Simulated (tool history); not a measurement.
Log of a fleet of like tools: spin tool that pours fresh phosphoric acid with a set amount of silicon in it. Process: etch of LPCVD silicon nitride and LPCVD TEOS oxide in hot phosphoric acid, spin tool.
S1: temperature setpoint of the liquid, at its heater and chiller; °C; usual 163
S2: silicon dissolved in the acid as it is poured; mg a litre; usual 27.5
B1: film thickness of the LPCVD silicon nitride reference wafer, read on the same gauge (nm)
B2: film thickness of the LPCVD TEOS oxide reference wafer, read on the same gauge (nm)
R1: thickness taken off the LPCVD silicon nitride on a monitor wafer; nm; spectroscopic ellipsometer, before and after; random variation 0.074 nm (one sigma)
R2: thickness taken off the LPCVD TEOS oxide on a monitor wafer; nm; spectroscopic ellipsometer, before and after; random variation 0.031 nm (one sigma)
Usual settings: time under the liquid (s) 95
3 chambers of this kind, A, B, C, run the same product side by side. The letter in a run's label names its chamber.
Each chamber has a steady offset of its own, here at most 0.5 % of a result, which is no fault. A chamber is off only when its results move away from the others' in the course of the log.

Run 1C, hour 3.6: usual settings; B1 80.004; B2 120. Result: R1 9.6085 nm, R2 0.28874 nm.
Run 2A, hour 7.6: usual settings; B1 80.034; B2 120. Result: R1 9.677 nm, R2 0.29547 nm.
Run 3B, hour 11.3: usual settings; B1 80.021; B2 120. Result: R1 9.551 nm, R2 0.31556 nm.
Run 4C, hour 13.3: usual settings; B1 79.998; B2 120. Result: R1 9.6644 nm, R2 0.24662 nm.
Run 5B, hour 16: usual settings; B1 80.014; B2 119.99. Result: R1 9.6786 nm, R2 0.26995 nm.
Run 6A, hour 19.7: usual settings but S1 161 °C, time under the liquid (s) 130; B1 80.034; B2 120.01. Result: R1 12.35 nm, R2 0.33959 nm.
Run 7A, hour 22.8: usual settings but S1 161 °C, time under the liquid (s) 130; B1 79.941; B2 119.99. Result: R1 12.215 nm, R2 0.36084 nm.
Run 8B, hour 26.7: usual settings but S1 161 °C, time under the liquid (s) 130; B1 80.027; B2 120.01. Result: R1 12.151 nm, R2 0.292 nm.
Run 9C, hour 30.8: usual settings; B1 79.948; B2 120.01. Result: R1 9.6005 nm, R2 0.31116 nm.
Run 10C, hour 32.7: usual settings; B1 80.02; B2 120.01. Result: R1 9.6015 nm, R2 0.2785 nm.
Run 11A, hour 36.9: usual settings; B1 80.044; B2 120. Result: R1 9.5903 nm, R2 0.26752 nm.
Run 12B, hour 39.4: usual settings; B1 79.981; B2 120.02. Result: R1 9.5641 nm, R2 0.27766 nm.
At hour 41.2: chamber C: heated supply line repaired.
Run 13C, hour 43.3: usual settings; B1 80.023; B2 119.99. Result: R1 9.5435 nm, R2 0.28081 nm.
Run 14A, hour 46.4: usual settings; B1 79.984; B2 119.99. Result: R1 9.616 nm, R2 0.29026 nm.
Run 15B, hour 50.7: usual settings; B1 80.001; B2 119.99. Result: R1 9.7851 nm, R2 0.282 nm.
Run 16A, hour 53.2: usual settings; B1 79.978; B2 119.98. Result: R1 9.6778 nm, R2 0.26517 nm.
Run 17C, hour 55.7: usual settings but S1 165.5 °C; B1 79.987; B2 120.01. Result: R1 10.363 nm, R2 0.31809 nm.
Run 18B, hour 58.3: usual settings but S1 165.5 °C; B1 80.002; B2 119.99. Result: R1 10.441 nm, R2 0.27524 nm.
Run 19B, hour 60.9: usual settings but S1 165.5 °C; B1 79.981; B2 119.99. Result: R1 10.424 nm, R2 0.37103 nm.
Run 20C, hour 64.3: usual settings; B1 79.976; B2 120. Result: R1 9.3449 nm, R2 0.27694 nm.
Run 21A, hour 67.8: usual settings but time under the liquid (s) 150; B1 80.008; B2 119.99. Result: R1 15.146 nm, R2 0.4469 nm.
Run 22A, hour 71.3: usual settings but time under the liquid (s) 150; B1 80.011; B2 120.01. Result: R1 15.074 nm, R2 0.43405 nm.
Run 23C, hour 74.6: usual settings but time under the liquid (s) 150; B1 79.976; B2 120.01. Result: R1 14.894 nm, R2 0.37304 nm.
Run 24B, hour 78.8: usual settings; B1 80.011; B2 119.98. Result: R1 9.6052 nm, R2 0.27789 nm.
Run 25B, hour 82.2: usual settings; B1 80.064; B2 120. Result: R1 9.7277 nm, R2 0.26606 nm.
Run 26A, hour 86.5: usual settings but time under the liquid (s) 40; B1 79.976; B2 120.01. Result: R1 4.0122 nm, R2 0.088115 nm.
Run 27C, hour 89.7: usual settings but time under the liquid (s) 40; B1 80.005; B2 119.99. Result: R1 3.9249 nm, R2 0.11996 nm.
Run 28C, hour 92: usual settings but time under the liquid (s) 40; B1 79.992; B2 120. Result: R1 3.8743 nm, R2 0.11181 nm.
Run 29B, hour 95.6: usual settings; B1 80.047; B2 120. Result: R1 9.6211 nm, R2 0.25286 nm.
Run 30A, hour 98.3: usual settings but S2 16.5 mg a litre; B1 80.012; B2 120. Result: R1 9.6624 nm, R2 0.42768 nm.
Run 31C, hour 100.5: usual settings but S2 16.5 mg a litre; B1 79.963; B2 119.97. Result: R1 9.2645 nm, R2 0.37676 nm.
Run 32B, hour 102.5: usual settings but S2 16.5 mg a litre; B1 79.957; B2 120. Result: R1 9.5758 nm, R2 0.37891 nm.
Run 33A, hour 106.1: usual settings; B1 80.001; B2 119.99. Result: R1 9.5826 nm, R2 0.26823 nm.
Run 34A, hour 109.5: usual settings; B1 79.983; B2 120.01. Result: R1 9.4507 nm, R2 0.30485 nm.
Run 35B, hour 113.5: usual settings; B1 79.99; B2 119.99. Result: R1 9.6805 nm, R2 0.26356 nm.
Run 36C, hour 117: usual settings; B1 80.018; B2 120. Result: R1 9.2381 nm, R2 0.22727 nm.

All 3 chambers run these settings next. Forecast each chamber's results:
Run 37A, hour 120.2: usual settings but time under the liquid (s) 65. Result: R1 ?, R2 ?.
Run 37B, hour 120.2: usual settings but time under the liquid (s) 65. Result: R1 ?, R2 ?.
Run 37C, hour 120.2: usual settings but time under the liquid (s) 65. Result: R1 ?, R2 ?.

run      R1       R2
37A  6.5077   0.2067
37B   6.498  0.21782
37C  6.2306   0.1758
